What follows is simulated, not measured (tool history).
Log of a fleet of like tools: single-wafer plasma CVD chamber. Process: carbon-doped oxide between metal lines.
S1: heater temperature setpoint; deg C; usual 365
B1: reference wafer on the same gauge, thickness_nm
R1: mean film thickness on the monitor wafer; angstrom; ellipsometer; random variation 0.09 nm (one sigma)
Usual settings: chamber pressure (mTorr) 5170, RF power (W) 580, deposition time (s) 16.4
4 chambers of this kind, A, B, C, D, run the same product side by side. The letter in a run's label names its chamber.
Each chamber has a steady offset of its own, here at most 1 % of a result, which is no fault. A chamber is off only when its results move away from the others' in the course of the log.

Run 1C, hour 7.0: usual settings; B1 95.604. Result: R1 896.52 angstrom.
Run 2B, hour 15.4: usual settings; B1 95.620. Result: R1 902.20 angstrom.
Run 3A, hour 20.7: usual settings; B1 95.627. Result: R1 894.52 angstrom.
Run 4D, hour 32.1: usual settings; B1 95.631. Result: R1 893.13 angstrom.
Run 5A, hour 40.8: usual settings; B1 95.622. Result: R1 896.04 angstrom.
Run 6D, hour 48.0: usual settings; B1 95.629. Result: R1 891.80 angstrom.
Run 7B, hour 55.6: usual settings but RF power (W) 515; B1 95.669. Result: R1 838.50 angstrom.
Run 8C, hour 62.7: usual settings but RF power (W) 515; B1 95.657. Result: R1 834.11 angstrom.
Run 9A, hour 69.2: usual settings but RF power (W) 515; B1 95.687. Result: R1 832.88 angstrom.
Run 10C, hour 78.7: usual settings but RF power (W) 515; B1 95.693. Result: R1 832.46 angstrom.
Run 11D, hour 88.3: usual settings but deposition time (s) 19.1; B1 95.711. Result: R1 1037.90 angstrom.
Run 12B, hour 97.4: usual settings but deposition time (s) 19.1; B1 95.711. Result: R1 1049.20 angstrom.
Run 13B, hour 108.3: usual settings but deposition time (s) 19.1; B1 95.703. Result: R1 1047.00 angstrom.
Run 14A, hour 115.9: usual settings but deposition time (s) 19.1; B1 95.737. Result: R1 1041.10 angstrom.
Run 15D, hour 122.4: usual settings but chamber pressure (mTorr) 6100, deposition time (s) 14.3; B1 95.751. Result: R1 796.87 angstrom.
Run 16C, hour 133.6: usual settings but chamber pressure (mTorr) 6100, deposition time (s) 14.3; B1 95.730. Result: R1 801.45 angstrom.
Run 17B, hour 144.6: usual settings but chamber pressure (mTorr) 6100, deposition time (s) 14.3; B1 95.747. Result: R1 804.55 angstrom.
Run 18C, hour 150.2: usual settings but chamber pressure (mTorr) 6100, deposition time (s) 14.3; B1 95.792. Result: R1 800.64 angstrom.
At hour 153.8: chamber A: capacitance manometer re-zeroed and calibrated.
Run 19D, hour 156.5: usual settings; B1 95.796. Result: R1 892.40 angstrom.
Run 20A, hour 164.3: usual settings; B1 95.752. Result: R1 897.53 angstrom.
Run 21B, hour 175.5: usual settings; B1 95.803. Result: R1 903.79 angstrom.
Run 22D, hour 183.0: usual settings; B1 95.782. Result: R1 894.96 angstrom.
Run 23C, hour 193.7: usual settings; B1 95.843. Result: R1 897.24 angstrom.
Run 24A, hour 204.9: usual settings; B1 95.856. Result: R1 898.24 angstrom.
Run 25D, hour 210.0: usual settings; B1 95.835. Result: R1 896.13 angstrom.
At hour 214.5: chamber C: thermocouple changed; heater temperature recalibrated.
Run 26C, hour 218.9: usual settings but chamber pressure (mTorr) 5740; B1 95.838. Result: R1 908.72 angstrom.
Run 27B, hour 224.4: usual settings but chamber pressure (mTorr) 5740; B1 95.836. Result: R1 916.64 angstrom.
Run 28A, hour 231.7: usual settings but chamber pressure (mTorr) 5740; B1 95.830. Result: R1 909.12 angstrom.
Run 29D, hour 238.5: usual settings but chamber pressure (mTorr) 5740; B1 95.860. Result: R1 906.17 angstrom.
Run 30B, hour 249.0: usual settings; B1 95.874. Result: R1 904.59 angstrom.
Run 31A, hour 255.0: usual settings; B1 95.886. Result: R1 898.72 angstrom.
Run 32C, hour 264.5: usual settings; B1 95.897. Result: R1 898.57 angstrom.
Run 33B, hour 270.4: usual settings; B1 95.915. Result: R1 904.61 angstrom.
At hour 280.0: chamber D: thermocouple changed; heater temperature recalibrated.
Run 34D, hour 280.4: usual settings; B1 95.886. Result: R1 895.57 angstrom.
Run 35C, hour 291.1: usual settings; B1 95.936. Result: R1 900.57 angstrom.
Run 36A, hour 296.5: usual settings; B1 95.920. Result: R1 899.34 angstrom.
Run 37C, hour 301.4: usual settings; B1 95.936. Result: R1 900.61 angstrom.
Run 38B, hour 312.2: usual settings; B1 95.931. Result: R1 906.13 angstrom.
Run 39D, hour 323.0: usual settings; B1 95.954. Result: R1 895.56 angstrom.
Run 40A, hour 332.3: usual settings; B1 95.950. Result: R1 898.99 angstrom.
Run 41C, hour 338.1: usual settings; B1 95.951. Result: R1 901.07 angstrom.
Run 42B, hour 346.7: usual settings; B1 95.999. Result: R1 907.59 angstrom.

Next, every chamber runs the same settings. What will each give?
Run 43A, hour 354.9: usual settings but S1 370 deg C. Result: R1 ?.
Run 43B, hour 354.9: usual settings but S1 370 deg C. Result: R1 ?.
Run 43C, hour 354.9: usual settings but S1 370 deg C. Result: R1 ?.
Run 43D, hour 354.9: usual settings but S1 370 deg C. Result: R1 ?.

run      R1
43A  886.53
43B  894.35
43C  890.00
43D  886.02
